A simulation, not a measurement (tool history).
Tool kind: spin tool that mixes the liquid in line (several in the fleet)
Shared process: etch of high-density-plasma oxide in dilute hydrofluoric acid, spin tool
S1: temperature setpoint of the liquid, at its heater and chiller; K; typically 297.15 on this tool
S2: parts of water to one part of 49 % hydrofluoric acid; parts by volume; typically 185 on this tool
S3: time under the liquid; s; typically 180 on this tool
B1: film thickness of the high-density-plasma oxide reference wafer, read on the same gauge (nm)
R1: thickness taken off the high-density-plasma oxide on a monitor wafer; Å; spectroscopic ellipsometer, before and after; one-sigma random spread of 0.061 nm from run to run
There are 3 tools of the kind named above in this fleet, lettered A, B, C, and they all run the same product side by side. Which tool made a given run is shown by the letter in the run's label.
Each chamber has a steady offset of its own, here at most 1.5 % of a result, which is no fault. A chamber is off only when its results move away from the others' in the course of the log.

run   hour      S1   S2   S3      B1      R1
 1A    8.0  297.15  185  180  110.03  61.152
 2C   15.7  297.15  185  180  109.99  61.498
 3B   20.3  297.15  185  180  110.00  60.774
 4B   25.1  297.15  185  180  110.01  61.029
 5C   30.0  297.15  185  180  110.02  60.975
 6A   37.3  297.15  185  180  110.01  61.199
 7B   45.0  297.15  185  180  110.00  60.707
 8C   52.9  297.15  150  110  110.00  47.448
 9A   60.8  297.15  150  110  110.01  49.181
10B   68.2  297.15  150  110  110.04  47.517
11C   75.8  297.15  185  180  110.01  61.014
12A   85.1  297.15  185  180  109.95  61.947
13B   95.0  297.15  185  180  109.99  61.305
14C  104.1  297.15  185  180  109.99  61.669
15A  114.0  297.15  185  180  109.99  60.765
16B  119.5  297.15  185  180  110.01  60.816
     120.6  -- chamber B: thermometer replaced
17A  127.8  297.15  255   95  109.98  21.725
18C  133.4  297.15  255   95  109.96  22.039
19A  138.7  297.15  255   95  110.01  21.221
20C  147.4  297.15  185  180  109.94  61.397
21B  155.5  297.15  185  180  109.98  61.348
22B  160.7  297.15  185  180  110.01  61.924
23A  169.6  297.15  185  180  110.00  59.427
24C  174.0  297.15  185  180  109.96  60.686
25B  181.6  297.15  185  180  110.00  59.834
26A  190.5  297.15  185  180  110.03  57.414
27C  195.6  297.15  185  180  110.01  61.416
28C  203.1  297.15  185  180  109.99  60.784
29B  209.3  297.15  185  180  110.03  60.656
30A  217.8  297.15  185  180  110.04  57.015
31A  226.9  297.15  185  180  109.99  57.625
32C  235.8  297.15  185  180  109.99  60.324
33B  243.3  297.15  185  180  109.99  61.246
34B  249.9  297.15  185  180  110.02  59.785
35C  259.8  297.15  185  180  110.00  60.872

Has any chamber moved away from the others, gradually or after a service, or does the common gauge drift, or do the chambers differ only by their own small steady offsets? State the chamber and the most likely cause if one applies.

Chamber A drifts away from the others.
Most likely cause: liquid colder than its thermometer reads (K) = 2.58.
From this log alone, it may not be told apart from: hydrofluoric acid flow below the setpoint (%).

Which of the 4 candidates below, each the usual settings with something changed and its results left as question marks, puts chamber A back in line with what the other chambers give on the usual settings?
In line means no further than this from the other chambers' mean on the usual settings: R1 2.100 Å
36A-1  267.0  297.15  185  195       ?
36A-2  267.0  297.15  190  180       ?
36A-3  267.0  297.15  190  170       ?
36A-4  267.0  297.15  185  185       ?

Average result of the remaining chambers running the usual settings: R1 60.740 Å
  run      R1
36A-1  60.355
36A-2  53.943
36A-3  50.946
36A-4  57.260
With 36A-1, the chamber falls back in line with the rest.

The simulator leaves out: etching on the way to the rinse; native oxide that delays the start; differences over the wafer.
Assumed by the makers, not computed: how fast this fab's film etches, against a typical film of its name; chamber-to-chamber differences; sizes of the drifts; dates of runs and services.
